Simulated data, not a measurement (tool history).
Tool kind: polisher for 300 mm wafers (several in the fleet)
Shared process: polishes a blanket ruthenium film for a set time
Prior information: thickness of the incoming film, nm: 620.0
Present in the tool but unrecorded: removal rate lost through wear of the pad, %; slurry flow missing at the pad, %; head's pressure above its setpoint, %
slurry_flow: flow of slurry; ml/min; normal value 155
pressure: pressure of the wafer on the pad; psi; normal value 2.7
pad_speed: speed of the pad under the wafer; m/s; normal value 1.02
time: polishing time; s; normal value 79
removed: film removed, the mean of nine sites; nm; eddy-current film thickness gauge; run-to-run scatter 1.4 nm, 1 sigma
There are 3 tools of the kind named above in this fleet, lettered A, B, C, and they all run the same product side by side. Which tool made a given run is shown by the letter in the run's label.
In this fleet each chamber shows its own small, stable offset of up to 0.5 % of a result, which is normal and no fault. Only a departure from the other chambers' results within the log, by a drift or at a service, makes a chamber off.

run,hour,slurry_flow,pressure,pad_speed,time,wafers polished on this pad,hours since the slurry nozzle was cleaned,hours since the head pressure was calibrated,removed
1C,4.3,155,2.7,1.02,79,92,543.6,209.7,126.64
2B,8.6,155,2.7,1.02,79,276,265.2,744.2,127.61
3A,14.8,155,2.7,1.02,79,437,177.6,605.8,128.06
4A,19.9,155,2.7,1.02,79,501,182.7,610.9,129.41
5C,26.6,155,2.7,1.02,79,371,565.9,232,125.06
6B,30.1,155,2.7,1.02,79,545,286.7,765.7,127.75
# hour 30.6: chamber B: worn pad replaced by a new one
7C,36.7,155,2.7,1.02,79,497,576,242.1,127
# hour 40.6: chamber B: slurry nozzle cleaned
8A,41,155,2.7,1.02,79,765,203.8,632,127.62
9B,45.8,155,2.7,1.02,79,190,5.2,781.4,127.18
10A,51.3,155,2.7,1.02,79,894,214.1,642.3,126.01
11C,57.9,155,2.7,1.02,79,763,597.2,263.3,128
12B,63.9,130,2.7,1.02,102,417,23.3,799.5,159.21
# hour 66.1: chamber C: worn pad replaced by a new one
13C,71.3,130,2.7,1.02,102,66,610.6,276.7,161.07
14A,74.6,130,2.7,1.02,102,1186,237.4,665.6,155.19
15B,81.9,155,2.7,1.02,79,642,41.3,817.5,127.85
# hour 83: chamber B: worn pad replaced by a new one
16B,86.2,155,2.7,1.02,79,41,45.6,821.8,126.42
17A,90.5,155,2.7,1.02,79,1385,253.3,681.5,123.18
18C,95.4,155,2.7,1.02,79,367,634.7,300.8,126.9
19C,99.2,155,2.7,1.02,79,415,638.5,304.6,126.44
20B,105,155,2.7,1.02,79,276,64.4,840.6,126.74
21A,109,155,2.7,0.72,91,1617,271.8,700,99.122
22C,113.7,155,2.7,0.72,91,597,653,319.1,103.62
23B,119,155,2.7,0.72,91,451,78.4,854.6,103.47
24A,124.8,175,2.7,1.02,79,1814,287.6,715.8,125.11
25C,131.2,175,2.7,1.02,79,816,670.5,336.6,130.57
# hour 133.8: chamber B: worn pad replaced by a new one
26A,137.1,175,2.7,1.02,79,1968,299.9,728.1,119.82
27B,141,155,2.7,1.02,79,90,100.4,876.6,125.12
28B,145.5,155,2,1.02,97,146,104.9,881.1,115.84

Read the log: is a single chamber off, either drifting away or since a service, is the gauge that measures every chamber drifting, or is nothing wrong beyond small per-chamber offsets? Name any odd chamber and what most likely caused it.

One chamber, A, drifts off from the rest bit by bit.
What lies behind it: removal rate lost through wear of the pad, % = 5.96.
With only this log, it may be confused with: slurry flow missing at the pad, %; head's pressure below its setpoint, %.

Here are 4 candidates for chamber A's next run, each the usual settings with a change, their results left as question marks. Which one brings its results back in line with what the others give on the usual settings?
In-line tolerance around the mean of the other chambers on the usual settings: removed 4.8 nm
29A-1,150.9,155,2.8,1.06,83,,,,?
29A-2,150.9,155,2.8,1.04,79,,,,?
29A-3,150.9,155,2.4,1.02,79,,,,?
29A-4,150.9,155,2.7,1.02,74,,,,?

What the other chambers average on the usual settings: removed 126.84 nm
run,removed
29A-1,135.84
29A-2,126.82
29A-3,106.42
29A-4,112.28
29A-2 is the one that brings the chamber's results back in line with the other chambers.
